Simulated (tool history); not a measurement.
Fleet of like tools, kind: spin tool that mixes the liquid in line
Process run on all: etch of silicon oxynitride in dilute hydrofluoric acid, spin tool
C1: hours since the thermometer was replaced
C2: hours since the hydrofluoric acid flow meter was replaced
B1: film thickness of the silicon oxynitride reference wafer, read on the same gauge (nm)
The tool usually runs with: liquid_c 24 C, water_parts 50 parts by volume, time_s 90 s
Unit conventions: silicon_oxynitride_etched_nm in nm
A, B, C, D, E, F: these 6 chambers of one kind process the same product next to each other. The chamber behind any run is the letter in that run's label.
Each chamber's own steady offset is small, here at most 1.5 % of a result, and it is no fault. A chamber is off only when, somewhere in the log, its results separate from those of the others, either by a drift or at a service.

Run 1C, hour 8.9: usual settings; C1 465; C2 468.4; B1 29.998. Result: silicon_oxynitride_etched_nm 9.0723 nm.
Run 2E, hour 15.1: usual settings; C1 1796.7; C2 220.8; B1 29.972. Result: silicon_oxynitride_etched_nm 8.8012 nm.
Run 3F, hour 24.3: usual settings; C1 1399.9; C2 1978.8; B1 29.999. Result: silicon_oxynitride_etched_nm 9.1155 nm.
Run 4A, hour 29.9: usual settings; C1 694.9; C2 680.8; B1 29.99. Result: silicon_oxynitride_etched_nm 9.0706 nm.
Run 5D, hour 37.6: usual settings; C1 196.4; C2 477.4; B1 29.994. Result: silicon_oxynitride_etched_nm 9.047 nm.
Run 6B, hour 47.6: usual settings; C1 710.2; C2 368.6; B1 30.029. Result: silicon_oxynitride_etched_nm 8.9535 nm.
Run 7B, hour 58.5: usual settings; C1 721.1; C2 379.5; B1 29.995. Result: silicon_oxynitride_etched_nm 9.0131 nm.
Run 8A, hour 63.8: usual settings but liquid_c 19 C, time_s 125 s; C1 728.8; C2 714.7; B1 29.974. Result: silicon_oxynitride_etched_nm 9.8094 nm.
Run 9E, hour 70.9: usual settings but liquid_c 19 C, time_s 125 s; C1 1852.5; C2 276.6; B1 30.022. Result: silicon_oxynitride_etched_nm 9.7786 nm.
At hour 75.5: chamber F: hydrofluoric acid flow meter replaced.
Run 10C, hour 80.6: usual settings but liquid_c 19 C, time_s 125 s; C1 536.7; C2 540.1; B1 30.007. Result: silicon_oxynitride_etched_nm 9.885 nm.
Run 11D, hour 89.3: usual settings but liquid_c 19 C, time_s 125 s; C1 248.1; C2 529.1; B1 30.02. Result: silicon_oxynitride_etched_nm 9.751 nm.
Run 12F, hour 98.7: usual settings but liquid_c 19 C, time_s 125 s; C1 1474.3; C2 23.3; B1 30.006. Result: silicon_oxynitride_etched_nm 9.8421 nm.
Run 13F, hour 107.4: usual settings but liquid_c 19 C, time_s 125 s; C1 1483; C2 32; B1 30.025. Result: silicon_oxynitride_etched_nm 9.8842 nm.
Run 14A, hour 113: usual settings; C1 778; C2 763.9; B1 30.026. Result: silicon_oxynitride_etched_nm 8.9035 nm.
Run 15D, hour 119.1: usual settings; C1 277.9; C2 558.9; B1 29.991. Result: silicon_oxynitride_etched_nm 8.9075 nm.
Run 16E, hour 128.6: usual settings; C1 1910.2; C2 334.3; B1 29.99. Result: silicon_oxynitride_etched_nm 8.9372 nm.
Run 17C, hour 135: usual settings; C1 591.1; C2 594.5; B1 30. Result: silicon_oxynitride_etched_nm 9.0342 nm.
Run 18B, hour 146: usual settings; C1 808.6; C2 467; B1 30.003. Result: silicon_oxynitride_etched_nm 8.8637 nm.
Run 19D, hour 153.2: usual settings; C1 312; C2 593; B1 29.985. Result: silicon_oxynitride_etched_nm 8.8772 nm.
Run 20A, hour 159: usual settings but liquid_c 27.5 C, time_s 140 s; C1 824; C2 809.9; B1 30.005. Result: silicon_oxynitride_etched_nm 16.508 nm.
At hour 165.7: chamber E: thermometer replaced.
Run 21C, hour 166.4: usual settings but liquid_c 27.5 C, time_s 140 s; C1 622.5; C2 625.9; B1 30.022. Result: silicon_oxynitride_etched_nm 16.646 nm.
Run 22E, hour 171.3: usual settings but liquid_c 27.5 C, time_s 140 s; C1 5.6; C2 377; B1 30.008. Result: silicon_oxynitride_etched_nm 16.8 nm.
Run 23F, hour 178.1: usual settings but liquid_c 27.5 C, time_s 140 s; C1 1553.7; C2 102.7; B1 29.98. Result: silicon_oxynitride_etched_nm 16.734 nm.
Run 24B, hour 188.6: usual settings but liquid_c 27.5 C, time_s 140 s; C1 851.2; C2 509.6; B1 29.999. Result: silicon_oxynitride_etched_nm 16.471 nm.
Run 25C, hour 198: usual settings but liquid_c 27.5 C, time_s 140 s; C1 654.1; C2 657.5; B1 30.006. Result: silicon_oxynitride_etched_nm 16.819 nm.
Run 26D, hour 209.1: usual settings but water_parts 60 parts by volume; C1 367.9; C2 648.9; B1 30.016. Result: silicon_oxynitride_etched_nm 7.3932 nm.
Run 27F, hour 217.1: usual settings but water_parts 60 parts by volume; C1 1592.7; C2 141.7; B1 30.001. Result: silicon_oxynitride_etched_nm 7.3932 nm.
Run 28B, hour 222.1: usual settings but water_parts 60 parts by volume; C1 884.7; C2 543.1; B1 29.995. Result: silicon_oxynitride_etched_nm 7.4401 nm.
Run 29E, hour 231.9: usual settings but water_parts 60 parts by volume; C1 66.2; C2 437.6; B1 29.974. Result: silicon_oxynitride_etched_nm 7.4414 nm.
Run 30A, hour 240.4: usual settings but water_parts 60 parts by volume; C1 905.4; C2 891.3; B1 29.987. Result: silicon_oxynitride_etched_nm 7.3172 nm.
Run 31B, hour 248.1: usual settings but water_parts 60 parts by volume; C1 910.7; C2 569.1; B1 30. Result: silicon_oxynitride_etched_nm 7.366 nm.
Run 32F, hour 254.5: usual settings; C1 1630.1; C2 179.1; B1 30.022. Result: silicon_oxynitride_etched_nm 9.0767 nm.
Run 33E, hour 261.1: usual settings; C1 95.4; C2 466.8; B1 30.008. Result: silicon_oxynitride_etched_nm 9.0433 nm.
Run 34A, hour 272: usual settings; C1 937; C2 922.9; B1 29.996. Result: silicon_oxynitride_etched_nm 8.9015 nm.
Run 35D, hour 279.6: usual settings; C1 438.4; C2 719.4; B1 29.992. Result: silicon_oxynitride_etched_nm 9.0158 nm.
Run 36C, hour 289.1: usual settings; C1 745.2; C2 748.6; B1 29.989. Result: silicon_oxynitride_etched_nm 9.1392 nm.
Run 37F, hour 297.3: usual settings; C1 1672.9; C2 221.9; B1 29.972. Result: silicon_oxynitride_etched_nm 9.0643 nm.
Run 38C, hour 304: usual settings; C1 760.1; C2 763.5; B1 30.025. Result: silicon_oxynitride_etched_nm 9.0339 nm.
Run 39B, hour 312.5: usual settings; C1 975.1; C2 633.5; B1 30.022. Result: silicon_oxynitride_etched_nm 8.8782 nm.
Run 40D, hour 319.3: usual settings; C1 478.1; C2 759.1; B1 30.028. Result: silicon_oxynitride_etched_nm 8.9635 nm.
Run 41E, hour 325.4: usual settings but water_parts 30 parts by volume; C1 159.7; C2 531.1; B1 29.993. Result: silicon_oxynitride_etched_nm 15.234 nm.

Does one chamber stand apart from the rest, does the shared gauge drift, or is all well apart from small per-chamber offsets? Give the chamber and the most likely cause, where there is one.

The fleet is healthy, with each chamber sitting at its usual small offset and no drift in the gauge.
